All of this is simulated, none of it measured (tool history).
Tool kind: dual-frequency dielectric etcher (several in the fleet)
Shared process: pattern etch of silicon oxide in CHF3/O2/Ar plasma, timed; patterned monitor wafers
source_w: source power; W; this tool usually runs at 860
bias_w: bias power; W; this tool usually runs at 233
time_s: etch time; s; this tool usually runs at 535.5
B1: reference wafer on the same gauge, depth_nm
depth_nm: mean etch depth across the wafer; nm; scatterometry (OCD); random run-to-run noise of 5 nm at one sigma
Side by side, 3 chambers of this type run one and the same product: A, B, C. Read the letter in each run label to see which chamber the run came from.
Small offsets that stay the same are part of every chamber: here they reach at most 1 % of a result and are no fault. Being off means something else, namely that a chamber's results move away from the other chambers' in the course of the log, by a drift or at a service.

Run 1A, hour 3.3: usual settings; B1 1549.7. Result: depth_nm 1318.1 nm.
Run 2C, hour 7.0: usual settings; B1 1550.1. Result: depth_nm 1317.2 nm.
Run 3B, hour 11.3: usual settings; B1 1550.6. Result: depth_nm 1331.1 nm.
Run 4C, hour 13.7: usual settings; B1 1550.7. Result: depth_nm 1315.0 nm.
Run 5B, hour 17.9: usual settings; B1 1550.9. Result: depth_nm 1336.0 nm.
Run 6A, hour 22.4: usual settings; B1 1550.2. Result: depth_nm 1319.3 nm.
Run 7C, hour 24.9: usual settings; B1 1548.9. Result: depth_nm 1318.5 nm.
Run 8A, hour 27.3: usual settings; B1 1550.6. Result: depth_nm 1323.7 nm.
Run 9B, hour 30.6: usual settings; B1 1549.9. Result: depth_nm 1327.0 nm.
Run 10B, hour 35.1: usual settings but source_w 1060 W, bias_w 194 W; B1 1550.0. Result: depth_nm 1355.4 nm.
Run 11C, hour 37.5: usual settings but source_w 1060 W, bias_w 194 W; B1 1549.7. Result: depth_nm 1344.0 nm.
Run 12A, hour 41.8: usual settings but source_w 1060 W, bias_w 194 W; B1 1548.2. Result: depth_nm 1337.3 nm.
Run 13B, hour 45.8: usual settings; B1 1549.3. Result: depth_nm 1331.5 nm.
Run 14C, hour 48.8: usual settings; B1 1549.7. Result: depth_nm 1317.5 nm.
Run 15A, hour 51.5: usual settings; B1 1550.5. Result: depth_nm 1313.8 nm.
Run 16B, hour 55.0: usual settings; B1 1549.8. Result: depth_nm 1332.3 nm.
Run 17A, hour 57.3: usual settings; B1 1549.7. Result: depth_nm 1324.6 nm.
Run 18C, hour 59.5: usual settings but source_w 780 W; B1 1549.8. Result: depth_nm 1268.2 nm.
Run 19A, hour 63.0: usual settings but source_w 780 W; B1 1550.9. Result: depth_nm 1271.0 nm.
Run 20B, hour 66.6: usual settings but source_w 780 W; B1 1550.1. Result: depth_nm 1274.2 nm.
Run 21C, hour 69.5: usual settings but source_w 750 W, time_s 619.0 s; B1 1548.7. Result: depth_nm 1448.9 nm.
At hour 71.0: chamber A: wet clean of the chamber.
Run 22B, hour 71.9: usual settings but source_w 750 W, time_s 619.0 s; B1 1548.2. Result: depth_nm 1458.0 nm.
Run 23C, hour 75.8: usual settings but source_w 750 W, time_s 619.0 s; B1 1548.6. Result: depth_nm 1439.3 nm.
Run 24A, hour 79.4: usual settings; B1 1550.7. Result: depth_nm 1258.4 nm.
Run 25B, hour 81.9: usual settings; B1 1549.4. Result: depth_nm 1323.3 nm.
Run 26C, hour 86.2: usual settings; B1 1551.6. Result: depth_nm 1317.2 nm.
Run 27A, hour 90.4: usual settings but bias_w 278 W, time_s 604.5 s; B1 1549.0. Result: depth_nm 1514.1 nm.
Run 28C, hour 92.8: usual settings but bias_w 278 W, time_s 604.5 s; B1 1551.0. Result: depth_nm 1575.9 nm.
Run 29B, hour 95.3: usual settings but bias_w 278 W, time_s 604.5 s; B1 1550.4. Result: depth_nm 1592.2 nm.
Run 30A, hour 98.8: usual settings but source_w 710 W, bias_w 265 W; B1 1550.4. Result: depth_nm 1223.5 nm.
Run 31C, hour 103.0: usual settings but source_w 710 W, bias_w 265 W; B1 1549.9. Result: depth_nm 1278.4 nm.
Run 32A, hour 105.7: usual settings but source_w 710 W, bias_w 265 W; B1 1549.5. Result: depth_nm 1223.4 nm.
Run 33B, hour 109.2: usual settings but source_w 1030 W, time_s 636.0 s; B1 1549.2. Result: depth_nm 1689.5 nm.
Run 34B, hour 112.2: usual settings but source_w 1030 W, time_s 636.0 s; B1 1550.7. Result: depth_nm 1694.5 nm.
Run 35C, hour 114.4: usual settings but source_w 1030 W, time_s 636.0 s; B1 1550.3. Result: depth_nm 1673.3 nm.

For the next run the whole fleet of 3 chambers uses the same settings. Give each chamber's results:
Run 36A, hour 117.7: usual settings. Result: depth_nm ?.
Run 36B, hour 117.7: usual settings. Result: depth_nm ?.
Run 36C, hour 117.7: usual settings. Result: depth_nm ?.

run  depth_nm
36A    1253.7
36B    1330.1
36C    1322.6
